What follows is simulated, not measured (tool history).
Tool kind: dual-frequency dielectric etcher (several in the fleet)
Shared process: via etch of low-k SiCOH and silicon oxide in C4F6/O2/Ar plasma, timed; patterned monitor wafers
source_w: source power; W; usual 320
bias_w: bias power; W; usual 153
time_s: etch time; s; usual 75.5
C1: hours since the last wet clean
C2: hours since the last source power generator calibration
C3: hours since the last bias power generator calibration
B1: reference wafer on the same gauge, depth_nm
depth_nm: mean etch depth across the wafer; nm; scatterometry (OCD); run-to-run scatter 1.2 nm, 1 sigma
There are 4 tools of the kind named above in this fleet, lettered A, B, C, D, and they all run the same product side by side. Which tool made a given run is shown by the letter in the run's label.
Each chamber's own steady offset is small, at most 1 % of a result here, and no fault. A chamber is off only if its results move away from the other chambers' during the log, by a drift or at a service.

Run 1C, hour 11.7: usual settings; C1 45.0; C2 2124.0; C3 3143.0; B1 186.09. Result: depth_nm 183.90 nm.
Run 2A, hour 24.4: usual settings; C1 147.6; C2 1565.2; C3 1997.0; B1 185.83. Result: depth_nm 182.73 nm.
Run 3D, hour 38.3: usual settings; C1 156.9; C2 854.8; C3 1756.0; B1 186.08. Result: depth_nm 184.55 nm.
Run 4B, hour 50.4: usual settings; C1 127.8; C2 1738.1; C3 499.9; B1 186.16. Result: depth_nm 182.45 nm.
Run 5D, hour 61.2: usual settings; C1 179.8; C2 877.7; C3 1778.9; B1 185.89. Result: depth_nm 184.34 nm.
Run 6B, hour 75.0: usual settings but source_w 260 W, time_s 91.0 s; C1 152.4; C2 1762.7; C3 524.5; B1 185.98. Result: depth_nm 204.89 nm.
Run 7C, hour 84.4: usual settings but source_w 260 W, time_s 91.0 s; C1 117.7; C2 2196.7; C3 3215.7; B1 185.83. Result: depth_nm 207.01 nm.
Run 8A, hour 93.2: usual settings but source_w 260 W, time_s 91.0 s; C1 216.4; C2 1634.0; C3 2065.8; B1 186.33. Result: depth_nm 204.07 nm.
Run 9C, hour 107.3: usual settings but source_w 260 W, time_s 91.0 s; C1 140.6; C2 2219.6; C3 3238.6; B1 186.02. Result: depth_nm 205.14 nm.
Run 10B, hour 117.1: usual settings; C1 194.5; C2 1804.8; C3 566.6; B1 185.83. Result: depth_nm 183.44 nm.
Run 11D, hour 130.1: usual settings but time_s 68.5 s; C1 248.7; C2 946.6; C3 1847.8; B1 186.03. Result: depth_nm 169.07 nm.
Run 12A, hour 142.4: usual settings but time_s 68.5 s; C1 265.6; C2 1683.2; C3 2115.0; B1 186.23. Result: depth_nm 167.08 nm.
Run 13D, hour 154.5: usual settings but time_s 68.5 s; C1 273.1; C2 971.0; C3 1872.2; B1 185.89. Result: depth_nm 168.29 nm.
At hour 159.1: chamber D: bias power generator calibrated.
Run 14C, hour 166.5: usual settings but time_s 68.5 s; C1 199.8; C2 2278.8; C3 3297.8; B1 185.88. Result: depth_nm 165.85 nm.
Run 15B, hour 178.8: usual settings; C1 256.2; C2 1866.5; C3 628.3; B1 185.98. Result: depth_nm 183.89 nm.
Run 16A, hour 192.4: usual settings but source_w 240 W, bias_w 170 W; C1 315.6; C2 1733.2; C3 2165.0; B1 185.88. Result: depth_nm 167.82 nm.
Run 17A, hour 200.1: usual settings but source_w 240 W, bias_w 170 W; C1 323.3; C2 1740.9; C3 2172.7; B1 185.99. Result: depth_nm 166.45 nm.
Run 18D, hour 213.9: usual settings but source_w 240 W, bias_w 170 W; C1 332.5; C2 1030.4; C3 54.8; B1 186.11. Result: depth_nm 172.50 nm.
Run 19B, hour 223.4: usual settings but source_w 240 W, bias_w 170 W; C1 300.8; C2 1911.1; C3 672.9; B1 186.11. Result: depth_nm 169.22 nm.
Run 20C, hour 230.0: usual settings; C1 263.3; C2 2342.3; C3 3361.3; B1 185.83. Result: depth_nm 183.80 nm.
Run 21B, hour 241.2: usual settings; C1 318.6; C2 1928.9; C3 690.7; B1 186.13. Result: depth_nm 181.85 nm.
Run 22A, hour 250.8: usual settings; C1 374.0; C2 1791.6; C3 2223.4; B1 186.50. Result: depth_nm 176.32 nm.
Run 23C, hour 264.9: usual settings; C1 298.2; C2 2377.2; C3 3396.2; B1 185.89. Result: depth_nm 184.42 nm.
Run 24D, hour 272.7: usual settings; C1 391.3; C2 1089.2; C3 113.6; B1 186.24. Result: depth_nm 186.14 nm.
Run 25C, hour 282.2: usual settings; C1 315.5; C2 2394.5; C3 3413.5; B1 186.04. Result: depth_nm 182.71 nm.
Run 26A, hour 292.1: usual settings; C1 415.3; C2 1832.9; C3 2264.7; B1 186.04. Result: depth_nm 175.07 nm.
Run 27B, hour 300.8: usual settings; C1 378.2; C2 1988.5; C3 750.3; B1 185.63. Result: depth_nm 182.44 nm.

All chambers now run identical settings, listed one chamber a line with results as question marks. What results will each chamber show?
Run 28A, hour 311.2: usual settings. Result: depth_nm ?.
Run 28B, hour 311.2: usual settings. Result: depth_nm ?.
Run 28C, hour 311.2: usual settings. Result: depth_nm ?.
Run 28D, hour 311.2: usual settings. Result: depth_nm ?.

run  depth_nm
28A    176.19
28B    182.97
28C    185.51
28D    186.23
